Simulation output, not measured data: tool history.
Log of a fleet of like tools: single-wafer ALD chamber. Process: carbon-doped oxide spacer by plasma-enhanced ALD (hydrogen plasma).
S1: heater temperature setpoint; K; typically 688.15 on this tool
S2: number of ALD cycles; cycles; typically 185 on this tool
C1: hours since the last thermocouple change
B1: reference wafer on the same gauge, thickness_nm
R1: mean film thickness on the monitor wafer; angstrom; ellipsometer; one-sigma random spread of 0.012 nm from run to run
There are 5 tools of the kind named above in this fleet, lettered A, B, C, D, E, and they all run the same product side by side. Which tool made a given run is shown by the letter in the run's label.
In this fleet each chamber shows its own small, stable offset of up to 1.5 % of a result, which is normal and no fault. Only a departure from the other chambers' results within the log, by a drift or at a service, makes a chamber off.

run,hour,S1,S2,C1,B1,R1
1B,14.0,688.15,185,644.8,8.6307,88.488
2C,21.6,688.15,185,984.8,8.6359,88.965
3D,33.5,688.15,185,519.4,8.6310,89.343
4A,47.9,688.15,185,132.3,8.6360,88.098
5E,57.1,688.15,185,189.8,8.6367,88.131
6E,72.6,688.15,185,205.3,8.6403,88.388
7C,87.8,688.15,185,1051.0,8.6388,88.901
8D,101.3,688.15,185,587.2,8.6417,89.556
9A,111.4,688.15,185,195.8,8.6461,88.454
10B,121.8,688.15,185,752.6,8.6454,88.592
11C,137.5,688.15,185,1100.7,8.6467,88.969
12D,152.0,688.15,185,637.9,8.6476,89.433
# hour 155.8: chamber C: thermocouple changed; heater temperature recalibrated
13A,163.8,688.15,185,248.2,8.6474,88.331
14B,172.7,688.15,185,803.5,8.6483,88.662
15E,186.3,697.15,156,319.0,8.6502,72.460
16A,196.7,697.15,156,281.1,8.6500,72.490
17B,206.5,697.15,156,837.3,8.6503,72.626
18E,214.6,697.15,156,347.3,8.6530,72.494
19C,224.2,697.15,156,68.5,8.6542,72.946
20D,239.6,688.15,185,725.5,8.6559,89.915
21C,252.5,688.15,185,96.8,8.6557,89.021
22E,261.8,688.15,185,394.5,8.6552,88.482
23A,270.3,688.15,185,354.7,8.6587,88.455
24D,286.1,688.15,185,772.0,8.6589,89.654
25B,302.1,688.15,185,932.9,8.6619,88.963
26B,314.3,688.15,185,945.1,8.6636,88.929
27D,329.5,688.15,185,815.4,8.6668,89.758
28C,339.8,688.15,185,184.1,8.6657,89.152
29E,351.2,688.15,185,483.9,8.6697,88.649
30A,363.1,688.15,185,447.5,8.6681,88.538
31A,371.7,688.15,185,456.1,8.6687,88.353
32D,387.0,688.15,185,872.9,8.6689,90.089
33B,401.4,688.15,185,1032.2,8.6745,88.882
34E,410.2,688.15,185,542.9,8.6733,88.450
35C,421.7,688.15,185,266.0,8.6757,89.368
36A,431.1,688.15,185,515.5,8.6740,88.395

Is one chamber off against the others, does the gauge drift, or is nothing wrong? If a chamber is off, say which, and what the likeliest cause is.

Every chamber seems to shift together because the gauge that measures them all drifts; the chambers themselves are fine.
Most likely cause: gauge reads high (%) = 0.542.
